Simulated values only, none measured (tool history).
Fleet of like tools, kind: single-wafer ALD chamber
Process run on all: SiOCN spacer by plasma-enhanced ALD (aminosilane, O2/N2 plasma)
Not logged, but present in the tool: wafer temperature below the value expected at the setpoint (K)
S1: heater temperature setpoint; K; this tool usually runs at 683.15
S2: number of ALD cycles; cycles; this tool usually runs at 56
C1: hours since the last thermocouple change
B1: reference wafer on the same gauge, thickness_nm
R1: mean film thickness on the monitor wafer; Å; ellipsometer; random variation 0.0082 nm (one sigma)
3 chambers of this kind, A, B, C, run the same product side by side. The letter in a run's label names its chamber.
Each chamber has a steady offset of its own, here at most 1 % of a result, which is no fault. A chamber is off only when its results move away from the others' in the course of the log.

run 1A day=0.333 | S1=683.15 S2=56 | C1=539.7 | B1=2.9119 | R1=32.932
run 2C day=0.788 | S1=683.15 S2=56 | C1=718.4 | B1=2.9109 | R1=32.612
run 3B day=1.000 | S1=683.15 S2=56 | C1=959.9 | B1=2.9105 | R1=33.083
run 4C day=1.233 | S1=683.15 S2=56 | C1=729.1 | B1=2.9088 | R1=32.546
run 5A day=1.567 | S1=683.15 S2=56 | C1=569.3 | B1=2.9122 | R1=32.930
run 6B day=1.875 | S1=683.15 S2=56 | C1=980.9 | B1=2.9103 | R1=33.163
run 7B day=2.192 | S1=683.15 S2=56 | C1=988.5 | B1=2.9088 | R1=33.233
run 8C day=2.679 | S1=683.15 S2=56 | C1=763.8 | B1=2.9112 | R1=32.534
run 9A day=3.046 | S1=683.15 S2=56 | C1=604.8 | B1=2.9102 | R1=32.951
run 10B day=3.279 | S1=683.15 S2=56 | C1=1014.6 | B1=2.9102 | R1=32.988
run 11C day=3.638 | S1=683.15 S2=56 | C1=786.8 | B1=2.9090 | R1=32.802
run 12A day=3.883 | S1=691.15 S2=63 | C1=624.9 | B1=2.9102 | R1=35.995
run 13B day=4.271 | S1=691.15 S2=63 | C1=1038.4 | B1=2.9106 | R1=36.113
run 14A day=4.579 | S1=691.15 S2=63 | C1=641.6 | B1=2.9094 | R1=35.969
run 15C day=4.896 | S1=683.15 S2=56 | C1=817.0 | B1=2.9120 | R1=32.612
run 16B day=5.308 | S1=683.15 S2=56 | C1=1063.3 | B1=2.9108 | R1=33.159
run 17C day=5.683 | S1=683.15 S2=56 | C1=835.9 | B1=2.9116 | R1=32.731
run 18A day=6.121 | S1=683.15 S2=56 | C1=678.6 | B1=2.9091 | R1=32.715
run 19B day=6.592 | S1=683.15 S2=56 | C1=1094.1 | B1=2.9095 | R1=33.048
run 20A day=6.996 | S1=683.15 S2=48 | C1=699.6 | B1=2.9085 | R1=28.282
run 21C day=7.442 | S1=683.15 S2=48 | C1=878.1 | B1=2.9105 | R1=28.005
run 22A day=7.750 | S1=683.15 S2=48 | C1=717.7 | B1=2.9084 | R1=28.111
run 23C day=8.146 | S1=683.15 S2=56 | C1=895.0 | B1=2.9093 | R1=32.596
run 24B day=8.538 | S1=683.15 S2=56 | C1=1140.8 | B1=2.9114 | R1=33.066
run 25A day=9.000 | S1=683.15 S2=56 | C1=747.7 | B1=2.9098 | R1=32.924
run 26C day=9.471 | S1=683.15 S2=56 | C1=926.8 | B1=2.9096 | R1=32.702
run 27B day=9.858 | S1=683.15 S2=56 | C1=1172.5 | B1=2.9114 | R1=33.225
run 28B day=10.217 | S1=683.15 S2=56 | C1=1181.1 | B1=2.9090 | R1=33.050
run 29A day=10.592 | S1=683.15 S2=56 | C1=785.9 | B1=2.9094 | R1=32.931
run 30C day=11.008 | S1=683.15 S2=56 | C1=963.7 | B1=2.9112 | R1=32.653

Read the log: is a single chamber off, either drifting away or since a service, is the gauge that measures every chamber drifting, or is nothing wrong beyond small per-chamber offsets? Name any odd chamber and what most likely caused it.

No chamber is off and the gauge is stable; the differences are just each chamber's small, constant offset.
